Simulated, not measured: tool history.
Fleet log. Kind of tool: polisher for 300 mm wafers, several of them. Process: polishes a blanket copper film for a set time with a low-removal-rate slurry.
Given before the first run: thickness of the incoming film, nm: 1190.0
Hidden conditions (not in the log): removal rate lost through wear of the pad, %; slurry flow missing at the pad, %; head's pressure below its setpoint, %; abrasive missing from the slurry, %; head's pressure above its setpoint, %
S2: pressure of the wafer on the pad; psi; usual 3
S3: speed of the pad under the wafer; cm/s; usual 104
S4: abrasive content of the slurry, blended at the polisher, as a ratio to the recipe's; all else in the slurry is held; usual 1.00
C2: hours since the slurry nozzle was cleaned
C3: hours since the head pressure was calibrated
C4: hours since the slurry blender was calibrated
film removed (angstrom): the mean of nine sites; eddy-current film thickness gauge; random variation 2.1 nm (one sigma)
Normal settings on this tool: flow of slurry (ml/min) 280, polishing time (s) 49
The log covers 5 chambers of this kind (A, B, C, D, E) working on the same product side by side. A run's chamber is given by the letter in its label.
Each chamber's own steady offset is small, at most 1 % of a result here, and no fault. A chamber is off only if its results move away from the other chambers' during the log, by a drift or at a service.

-- hour=0.4 chamber E: slurry nozzle cleaned
run 1D hour=4.9 | flow_of_slurry_(ml/min)=280 S2=3 S3=104 S4=1.00 polishing_time_(s)=49 | wafers_polished_on_this_pad=1082 C2=350.2 C3=388.8 C4=136.4 | film_removed_(angstrom)=1646.8
run 2A hour=9.0 | flow_of_slurry_(ml/min)=280 S2=3 S3=104 S4=1.00 polishing_time_(s)=49 | wafers_polished_on_this_pad=113 C2=245.0 C3=371.9 C4=300.3 | film_removed_(angstrom)=1620.0
-- hour=10.3 chamber D: worn pad replaced by a new one
run 3C hour=13.9 | flow_of_slurry_(ml/min)=280 S2=3 S3=104 S4=1.00 polishing_time_(s)=49 | wafers_polished_on_this_pad=582 C2=700.1 C3=618.7 C4=23.1 | film_removed_(angstrom)=1674.6
run 4E hour=19.2 | flow_of_slurry_(ml/min)=280 S2=3 S3=104 S4=1.00 polishing_time_(s)=49 | wafers_polished_on_this_pad=251 C2=18.9 C3=906.7 C4=365.3 | film_removed_(angstrom)=1699.6
run 5B hour=22.2 | flow_of_slurry_(ml/min)=280 S2=3 S3=104 S4=1.00 polishing_time_(s)=49 | wafers_polished_on_this_pad=462 C2=51.5 C3=410.9 C4=116.4 | film_removed_(angstrom)=1660.8
-- hour=25.2 chamber B: worn pad replaced by a new one
run 6E hour=25.7 | flow_of_slurry_(ml/min)=280 S2=3 S3=104 S4=1.00 polishing_time_(s)=49 | wafers_polished_on_this_pad=332 C2=25.4 C3=913.2 C4=371.8 | film_removed_(angstrom)=1666.1
run 7A hour=29.6 | flow_of_slurry_(ml/min)=280 S2=3 S3=104 S4=1.00 polishing_time_(s)=49 | wafers_polished_on_this_pad=370 C2=265.6 C3=392.5 C4=320.9 | film_removed_(angstrom)=1661.7
run 8B hour=33.2 | flow_of_slurry_(ml/min)=280 S2=3 S3=104 S4=1.00 polishing_time_(s)=49 | wafers_polished_on_this_pad=101 C2=62.5 C3=421.9 C4=127.4 | film_removed_(angstrom)=1601.4
run 9C hour=38.2 | flow_of_slurry_(ml/min)=280 S2=3 S3=104 S4=1.00 polishing_time_(s)=49 | wafers_polished_on_this_pad=886 C2=724.4 C3=643.0 C4=47.4 | film_removed_(angstrom)=1658.3
run 10D hour=42.2 | flow_of_slurry_(ml/min)=280 S2=3 S3=104 S4=1.00 polishing_time_(s)=49 | wafers_polished_on_this_pad=398 C2=387.5 C3=426.1 C4=173.7 | film_removed_(angstrom)=1680.3
run 11D hour=46.0 | flow_of_slurry_(ml/min)=280 S2=3 S3=104 S4=1.00 polishing_time_(s)=49 | wafers_polished_on_this_pad=445 C2=391.3 C3=429.9 C4=177.5 | film_removed_(angstrom)=1679.4
-- hour=46.1 chamber D: slurry blender recalibrated
run 12C hour=48.9 | flow_of_slurry_(ml/min)=280 S2=3 S3=104 S4=1.00 polishing_time_(s)=49 | wafers_polished_on_this_pad=1019 C2=735.1 C3=653.7 C4=58.1 | film_removed_(angstrom)=1666.4
run 13E hour=51.3 | flow_of_slurry_(ml/min)=280 S2=3 S3=104 S4=1.00 polishing_time_(s)=49 | wafers_polished_on_this_pad=652 C2=51.0 C3=938.8 C4=397.4 | film_removed_(angstrom)=1685.6
-- hour=52.8 chamber A: slurry blender recalibrated
-- hour=54.2 chamber A: slurry nozzle cleaned
-- hour=55.0 chamber C: worn pad replaced by a new one
run 14A hour=55.0 | flow_of_slurry_(ml/min)=280 S2=3 S3=104 S4=1.00 polishing_time_(s)=49 | wafers_polished_on_this_pad=687 C2=0.9 C3=417.9 C4=2.3 | film_removed_(angstrom)=1631.6
-- hour=55.6 chamber E: worn pad replaced by a new one
-- hour=56.9 chamber D: slurry nozzle cleaned
run 15B hour=57.7 | flow_of_slurry_(ml/min)=280 S2=3 S3=104 S4=1.00 polishing_time_(s)=49 | wafers_polished_on_this_pad=406 C2=87.0 C3=446.4 C4=151.9 | film_removed_(angstrom)=1646.6
run 16C hour=60.5 | flow_of_slurry_(ml/min)=280 S2=3 S3=104 S4=1.00 polishing_time_(s)=49 | wafers_polished_on_this_pad=69 C2=746.7 C3=665.3 C4=69.7 | film_removed_(angstrom)=1626.0
run 17E hour=62.9 | flow_of_slurry_(ml/min)=280 S2=3 S3=104 S4=1.00 polishing_time_(s)=49 | wafers_polished_on_this_pad=91 C2=62.6 C3=950.4 C4=409.0 | film_removed_(angstrom)=1650.9
-- hour=63.1 chamber B: worn pad replaced by a new one
run 18A hour=67.4 | flow_of_slurry_(ml/min)=280 S2=3 S3=104 S4=1.00 polishing_time_(s)=49 | wafers_polished_on_this_pad=841 C2=13.3 C3=430.3 C4=14.7 | film_removed_(angstrom)=1660.0
run 19B hour=69.9 | flow_of_slurry_(ml/min)=280 S2=3 S3=104 S4=1.00 polishing_time_(s)=49 | wafers_polished_on_this_pad=85 C2=99.2 C3=458.6 C4=164.1 | film_removed_(angstrom)=1675.4
-- hour=70.6 chamber C: slurry nozzle cleaned
run 20D hour=73.4 | flow_of_slurry_(ml/min)=280 S2=3 S3=104 S4=1.00 polishing_time_(s)=49 | wafers_polished_on_this_pad=787 C2=16.5 C3=457.3 C4=27.4 | film_removed_(angstrom)=1663.8
run 21E hour=77.2 | flow_of_slurry_(ml/min)=280 S2=3 S3=104 S4=1.00 polishing_time_(s)=49 | wafers_polished_on_this_pad=269 C2=76.9 C3=964.7 C4=423.3 | film_removed_(angstrom)=1655.1
-- hour=78.3 chamber B: slurry blender recalibrated
run 22C hour=79.9 | flow_of_slurry_(ml/min)=280 S2=3 S3=104 S4=1.00 polishing_time_(s)=49 | wafers_polished_on_this_pad=311 C2=9.3 C3=684.7 C4=89.1 | film_removed_(angstrom)=1682.6
-- hour=81.4 chamber A: head pressure recalibrated
run 23A hour=83.2 | flow_of_slurry_(ml/min)=280 S2=3 S3=104 S4=1.00 polishing_time_(s)=49 | wafers_polished_on_this_pad=1039 C2=29.1 C3=1.8 C4=30.5 | film_removed_(angstrom)=1474.1
-- hour=85.2 chamber A: worn pad replaced by a new one
run 24D hour=87.4 | flow_of_slurry_(ml/min)=280 S2=3 S3=74 S4=1.00 polishing_time_(s)=49 | wafers_polished_on_this_pad=962 C2=30.5 C3=471.3 C4=41.4 | film_removed_(angstrom)=1173.7
run 25B hour=91.8 | flow_of_slurry_(ml/min)=280 S2=3 S3=74 S4=1.00 polishing_time_(s)=49 | wafers_polished_on_this_pad=358 C2=121.1 C3=480.5 C4=13.6 | film_removed_(angstrom)=1210.6
run 26E hour=95.3 | flow_of_slurry_(ml/min)=280 S2=3 S3=74 S4=1.00 polishing_time_(s)=49 | wafers_polished_on_this_pad=495 C2=95.0 C3=982.8 C4=441.4 | film_removed_(angstrom)=1197.0
-- hour=95.7 chamber D: head pressure recalibrated
run 27C hour=99.5 | flow_of_slurry_(ml/min)=280 S2=3 S3=74 S4=1.00 polishing_time_(s)=49 | wafers_polished_on_this_pad=556 C2=28.9 C3=704.3 C4=108.7 | film_removed_(angstrom)=1179.5
-- hour=100.4 chamber C: slurry blender recalibrated
-- hour=102.8 chamber B: head pressure recalibrated
run 28D hour=102.8 | flow_of_slurry_(ml/min)=280 S2=3 S3=74 S4=1.00 polishing_time_(s)=49 | wafers_polished_on_this_pad=1154 C2=45.9 C3=7.2 C4=56.8 | film_removed_(angstrom)=1215.7
run 29B hour=106.2 | flow_of_slurry_(ml/min)=280 S2=3 S3=104 S4=1.00 polishing_time_(s)=49 | wafers_polished_on_this_pad=538 C2=135.5 C3=3.5 C4=28.0 | film_removed_(angstrom)=1658.9
-- hour=106.6 chamber B: worn pad replaced by a new one
run 30A hour=110.6 | flow_of_slurry_(ml/min)=280 S2=3 S3=104 S4=1.00 polishing_time_(s)=49 | wafers_polished_on_this_pad=317 C2=56.5 C3=29.2 C4=57.9 | film_removed_(angstrom)=1491.0
run 31B hour=113.7 | flow_of_slurry_(ml/min)=280 S2=3 S3=104 S4=1.00 polishing_time_(s)=49 | wafers_polished_on_this_pad=88 C2=143.0 C3=11.0 C4=35.5 | film_removed_(angstrom)=1648.1
-- hour=116.2 chamber D: worn pad replaced by a new one
-- hour=118.1 chamber E: worn pad replaced by a new one
run 32D hour=119.0 | flow_of_slurry_(ml/min)=335 S2=3 S3=104 S4=0.85 polishing_time_(s)=49 | wafers_polished_on_this_pad=35 C2=62.1 C3=23.4 C4=73.0 | film_removed_(angstrom)=1647.3
run 33A hour=121.3 | flow_of_slurry_(ml/min)=335 S2=3 S3=104 S4=0.85 polishing_time_(s)=49 | wafers_polished_on_this_pad=451 C2=67.2 C3=39.9 C4=68.6 | film_removed_(angstrom)=1463.7
run 34E hour=125.3 | flow_of_slurry_(ml/min)=335 S2=3 S3=104 S4=0.85 polishing_time_(s)=49 | wafers_polished_on_this_pad=90 C2=125.0 C3=1012.8 C4=471.4 | film_removed_(angstrom)=1639.0
run 35C hour=128.1 | flow_of_slurry_(ml/min)=335 S2=3 S3=104 S4=0.85 polishing_time_(s)=49 | wafers_polished_on_this_pad=913 C2=57.5 C3=732.9 C4=27.7 | film_removed_(angstrom)=1637.2

All chambers now run identical settings, listed one chamber a line with results as question marks. What results will each chamber show?
run 36A hour=131.9 | flow_of_slurry_(ml/min)=280 S2=3 S3=104 S4=0.80 polishing_time_(s)=49 | film_removed_(angstrom)=?
run 36B hour=131.9 | flow_of_slurry_(ml/min)=280 S2=3 S3=104 S4=0.80 polishing_time_(s)=49 | film_removed_(angstrom)=?
run 36C hour=131.9 | flow_of_slurry_(ml/min)=280 S2=3 S3=104 S4=0.80 polishing_time_(s)=49 | film_removed_(angstrom)=?
run 36D hour=131.9 | flow_of_slurry_(ml/min)=280 S2=3 S3=104 S4=0.80 polishing_time_(s)=49 | film_removed_(angstrom)=?
run 36E hour=131.9 | flow_of_slurry_(ml/min)=280 S2=3 S3=104 S4=0.80 polishing_time_(s)=49 | film_removed_(angstrom)=?

run=36A film_removed_(angstrom)=1461.3
run=36B film_removed_(angstrom)=1601.7
run=36C film_removed_(angstrom)=1589.4
run=36D film_removed_(angstrom)=1586.7
run=36E film_removed_(angstrom)=1591.4
